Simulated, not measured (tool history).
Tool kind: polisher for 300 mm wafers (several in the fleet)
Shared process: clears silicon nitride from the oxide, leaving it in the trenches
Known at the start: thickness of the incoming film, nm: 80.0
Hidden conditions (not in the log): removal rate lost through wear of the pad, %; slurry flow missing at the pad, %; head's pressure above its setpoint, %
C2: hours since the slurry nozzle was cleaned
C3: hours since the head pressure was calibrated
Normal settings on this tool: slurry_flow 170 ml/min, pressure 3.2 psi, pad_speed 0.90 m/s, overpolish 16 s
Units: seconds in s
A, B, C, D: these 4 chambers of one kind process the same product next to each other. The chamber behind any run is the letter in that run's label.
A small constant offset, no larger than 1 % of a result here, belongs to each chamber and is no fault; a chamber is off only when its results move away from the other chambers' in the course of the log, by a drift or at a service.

-- day=0.075 chamber C: worn pad replaced by a new one
-- day=0.096 chamber A: slurry nozzle cleaned
run 1A day=0.196 | slurry_flow=170 pressure=3.2 pad_speed=0.90 overpolish=16 | wafers_polished_on_this_pad=1014 C2=2.5 C3=515.1 | seconds=101.660
-- day=0.350 chamber A: worn pad replaced by a new one
run 2C day=0.371 | slurry_flow=170 pressure=3.2 pad_speed=0.90 overpolish=16 | wafers_polished_on_this_pad=80 C2=106.7 C3=534.5 | seconds=103.190
run 3D day=0.508 | slurry_flow=170 pressure=3.2 pad_speed=0.90 overpolish=16 | wafers_polished_on_this_pad=294 C2=129.0 C3=212.6 | seconds=101.970
run 4B day=0.638 | slurry_flow=170 pressure=3.2 pad_speed=0.90 overpolish=16 | wafers_polished_on_this_pad=928 C2=309.3 C3=195.3 | seconds=102.210
run 5D day=0.788 | slurry_flow=170 pressure=3.2 pad_speed=0.90 overpolish=16 | wafers_polished_on_this_pad=369 C2=135.7 C3=219.3 | seconds=100.840
run 6C day=0.892 | slurry_flow=170 pressure=3.2 pad_speed=0.90 overpolish=16 | wafers_polished_on_this_pad=220 C2=119.2 C3=547.0 | seconds=101.330
-- day=0.992 chamber A: head pressure recalibrated
run 7B day=1.025 | slurry_flow=170 pressure=3.2 pad_speed=0.90 overpolish=16 | wafers_polished_on_this_pad=1033 C2=318.6 C3=204.6 | seconds=101.620
run 8A day=1.196 | slurry_flow=170 pressure=3.2 pad_speed=0.90 overpolish=16 | wafers_polished_on_this_pad=228 C2=26.5 C3=4.9 | seconds=101.750
run 9A day=1.292 | slurry_flow=170 pressure=3.2 pad_speed=0.90 overpolish=16 | wafers_polished_on_this_pad=254 C2=28.8 C3=7.2 | seconds=101.760
run 10C day=1.492 | slurry_flow=170 pressure=3.2 pad_speed=0.90 overpolish=16 | wafers_polished_on_this_pad=382 C2=133.6 C3=561.4 | seconds=99.138
run 11B day=1.646 | slurry_flow=170 pressure=3.2 pad_speed=0.90 overpolish=16 | wafers_polished_on_this_pad=1200 C2=333.5 C3=219.5 | seconds=101.550
run 12D day=1.850 | slurry_flow=170 pressure=3.2 pad_speed=0.90 overpolish=16 | wafers_polished_on_this_pad=655 C2=161.2 C3=244.8 | seconds=103.250
run 13B day=1.962 | slurry_flow=170 pressure=3.2 pad_speed=0.90 overpolish=16 | wafers_polished_on_this_pad=1285 C2=341.1 C3=227.1 | seconds=100.090
run 14A day=2.058 | slurry_flow=170 pressure=3.2 pad_speed=0.90 overpolish=16 | wafers_polished_on_this_pad=460 C2=47.2 C3=25.6 | seconds=100.310
-- day=2.079 chamber B: worn pad replaced by a new one
run 15D day=2.162 | slurry_flow=170 pressure=3.2 pad_speed=0.90 overpolish=16 | wafers_polished_on_this_pad=739 C2=168.7 C3=252.3 | seconds=103.430
run 16C day=2.296 | slurry_flow=170 pressure=3.2 pad_speed=0.90 overpolish=16 | wafers_polished_on_this_pad=598 C2=152.9 C3=580.7 | seconds=99.469
run 17A day=2.425 | slurry_flow=170 pressure=3.2 pad_speed=0.90 overpolish=16 | wafers_polished_on_this_pad=559 C2=56.0 C3=34.4 | seconds=101.470
run 18D day=2.612 | slurry_flow=170 pressure=3.2 pad_speed=0.90 overpolish=16 | wafers_polished_on_this_pad=860 C2=179.5 C3=263.1 | seconds=105.070
run 19C day=2.758 | slurry_flow=170 pressure=3.2 pad_speed=0.90 overpolish=16 | wafers_polished_on_this_pad=723 C2=164.0 C3=591.8 | seconds=97.946
run 20B day=2.942 | slurry_flow=170 pressure=3.2 pad_speed=0.90 overpolish=16 | wafers_polished_on_this_pad=232 C2=364.6 C3=250.6 | seconds=100.910
-- day=3.058 chamber D: worn pad replaced by a new one
-- day=3.117 chamber C: worn pad replaced by a new one
run 21A day=3.129 | slurry_flow=170 pressure=3.2 pad_speed=0.90 overpolish=16 | wafers_polished_on_this_pad=749 C2=72.9 C3=51.3 | seconds=98.522
run 22C day=3.246 | slurry_flow=170 pressure=3.2 pad_speed=0.90 overpolish=16 | wafers_polished_on_this_pad=35 C2=175.7 C3=603.5 | seconds=95.742
run 23B day=3.442 | slurry_flow=170 pressure=3.2 pad_speed=0.90 overpolish=16 | wafers_polished_on_this_pad=367 C2=376.6 C3=262.6 | seconds=100.960
run 24D day=3.638 | slurry_flow=170 pressure=3.2 pad_speed=0.90 overpolish=16 | wafers_polished_on_this_pad=157 C2=204.1 C3=287.7 | seconds=101.390
run 25D day=3.779 | slurry_flow=170 pressure=3.2 pad_speed=0.90 overpolish=16 | wafers_polished_on_this_pad=195 C2=207.5 C3=291.1 | seconds=102.600
run 26C day=3.975 | slurry_flow=170 pressure=3.2 pad_speed=0.68 overpolish=25 | wafers_polished_on_this_pad=231 C2=193.2 C3=621.0 | seconds=123.030

Is one chamber out of step, is the gauge drifting, or do the chambers differ by no more than their own small offsets? For an off chamber, give its letter and the likeliest cause.

It is chamber C that slowly wanders off from its peers.
Most likely cause: head's pressure above its setpoint, % = 10.2.

Below are 4 candidate recipes for chamber C's next run, each the usual settings with a change, their results shown as question marks. Which of them brings C's results back in line with what the other chambers give on the usual settings?
A result is in line if it is within this distance of the other chambers' mean on the usual settings: seconds 4.100 s
run 27C-1 day=4.125 | slurry_flow=170 pressure=3.2 pad_speed=0.74 overpolish=16 | seconds=?
run 27C-2 day=4.125 | slurry_flow=175 pressure=3.5 pad_speed=0.90 overpolish=16 | seconds=?
run 27C-3 day=4.125 | slurry_flow=165 pressure=2.9 pad_speed=0.90 overpolish=16 | seconds=?
run 27C-4 day=4.125 | slurry_flow=170 pressure=3.5 pad_speed=0.98 overpolish=16 | seconds=?

Usual-settings mean across the other chambers: seconds 101.820 s
run=27C-1 seconds=112.760
run=27C-2 seconds=84.232
run=27C-3 seconds=102.290
run=27C-4 seconds=77.600
27C-3 brings the chamber back in line.
